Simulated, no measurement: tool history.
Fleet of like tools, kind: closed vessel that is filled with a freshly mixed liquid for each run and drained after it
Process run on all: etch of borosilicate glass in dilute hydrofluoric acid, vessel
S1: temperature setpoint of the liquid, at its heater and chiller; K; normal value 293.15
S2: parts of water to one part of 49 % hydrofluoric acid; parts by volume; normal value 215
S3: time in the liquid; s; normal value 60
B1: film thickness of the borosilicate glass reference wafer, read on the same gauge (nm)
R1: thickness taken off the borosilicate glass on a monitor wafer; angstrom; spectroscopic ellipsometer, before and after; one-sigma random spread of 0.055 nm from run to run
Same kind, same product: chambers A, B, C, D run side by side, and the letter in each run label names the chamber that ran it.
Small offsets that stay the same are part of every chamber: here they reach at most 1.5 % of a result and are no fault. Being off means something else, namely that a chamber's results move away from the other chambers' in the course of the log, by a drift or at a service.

| run | day | S1 | S2 | S3 | B1 | R1 |
|---|---|---|---|---|---|---|
| 1A | 0.258 | 293.15 | 215 | 60 | 30.027 | 67.806 |
| 2C | 0.6 | 293.15 | 215 | 60 | 29.988 | 66.876 |
| 3D | 1.112 | 293.15 | 215 | 60 | 29.916 | 66.083 |
| 4B | 1.6 | 293.15 | 215 | 60 | 29.989 | 65.62 |
| 5C | 1.838 | 293.15 | 215 | 60 | 29.976 | 66.194 |
| 6B | 2.175 | 293.15 | 215 | 60 | 29.951 | 66.151 |
| 7D | 2.512 | 293.15 | 215 | 60 | 29.985 | 66.092 |
| 8A | 2.875 | 293.15 | 215 | 60 | 30.061 | 66.364 |
| 9B | 3.142 | 293.15 | 215 | 50 | 30.023 | 54.104 |
| 10A | 3.521 | 293.15 | 215 | 50 | 29.998 | 54.933 |
| 11C | 3.862 | 293.15 | 215 | 50 | 29.986 | 55.551 |
| 12D | 4.238 | 293.15 | 215 | 50 | 29.962 | 54.865 |
| 13A | 4.479 | 293.15 | 215 | 60 | 29.961 | 66.303 |
| 14D | 4.8 | 293.15 | 215 | 60 | 29.972 | 65.243 |
| 15C | 5.146 | 293.15 | 215 | 60 | 30.008 | 66.636 |
| 16B | 5.638 | 290.15 | 215 | 60 | 29.976 | 57.675 |
| 17B | 5.921 | 290.15 | 215 | 60 | 29.976 | 58.718 |
| 18A | 6.4 | 290.15 | 215 | 60 | 30.022 | 58.077 |
| 19D | 6.792 | 290.15 | 215 | 60 | 30.003 | 59.944 |
|  | 7.071 | chamber B: hydrofluoric acid flow meter replaced |
| 20C | 7.3 | 293.15 | 215 | 60 | 30.029 | 67.378 |
| 21B | 7.683 | 293.15 | 215 | 60 | 30.003 | 66.166 |
| 22A | 8.142 | 293.15 | 215 | 60 | 29.966 | 64.878 |
| 23C | 8.45 | 293.15 | 215 | 60 | 30.023 | 65.895 |
| 24D | 8.933 | 293.15 | 215 | 60 | 29.994 | 65.808 |
| 25C | 9.233 | 293.15 | 215 | 60 | 30.018 | 66.796 |
| 26D | 9.583 | 293.15 | 215 | 60 | 29.939 | 66.874 |

One chamber off, gauge drift, or nothing amiss beyond the chambers' own small offsets? If it is a chamber, which one, and what is the likeliest cause?

It is chamber A that slowly wanders off from its peers.
What lies behind it: liquid colder than its thermometer reads (K) = 1.39.
The log might look much the same if the cause were instead: hydrofluoric acid flow below the setpoint (%).

Below are 4 candidate recipes for chamber A's next run, each the usual settings with a change, their results shown as question marks. Which of them brings A's results back in line with what the other chambers give on the usual settings?
Counts as in line when no further than this from what the other chambers average on the usual settings: R1 1.9 angstrom
| 27A-1 | 9.962 | 293.15 | 220 | 60 |  | ? |
| 27A-2 | 9.962 | 293.15 | 210 | 60 |  | ? |
| 27A-3 | 9.962 | 293.15 | 215 | 65 |  | ? |
| 27A-4 | 9.962 | 290.65 | 215 | 60 |  | ? |

Mean of the other chambers on the usual settings: R1 66.243 angstrom
| run | R1 |
|---|---|
| 27A-1 | 62.162 |
| 27A-2 | 65.785 |
| 27A-3 | 69.254 |
| 27A-4 | 57.905 |
With 27A-2, the chamber falls back in line with the rest.
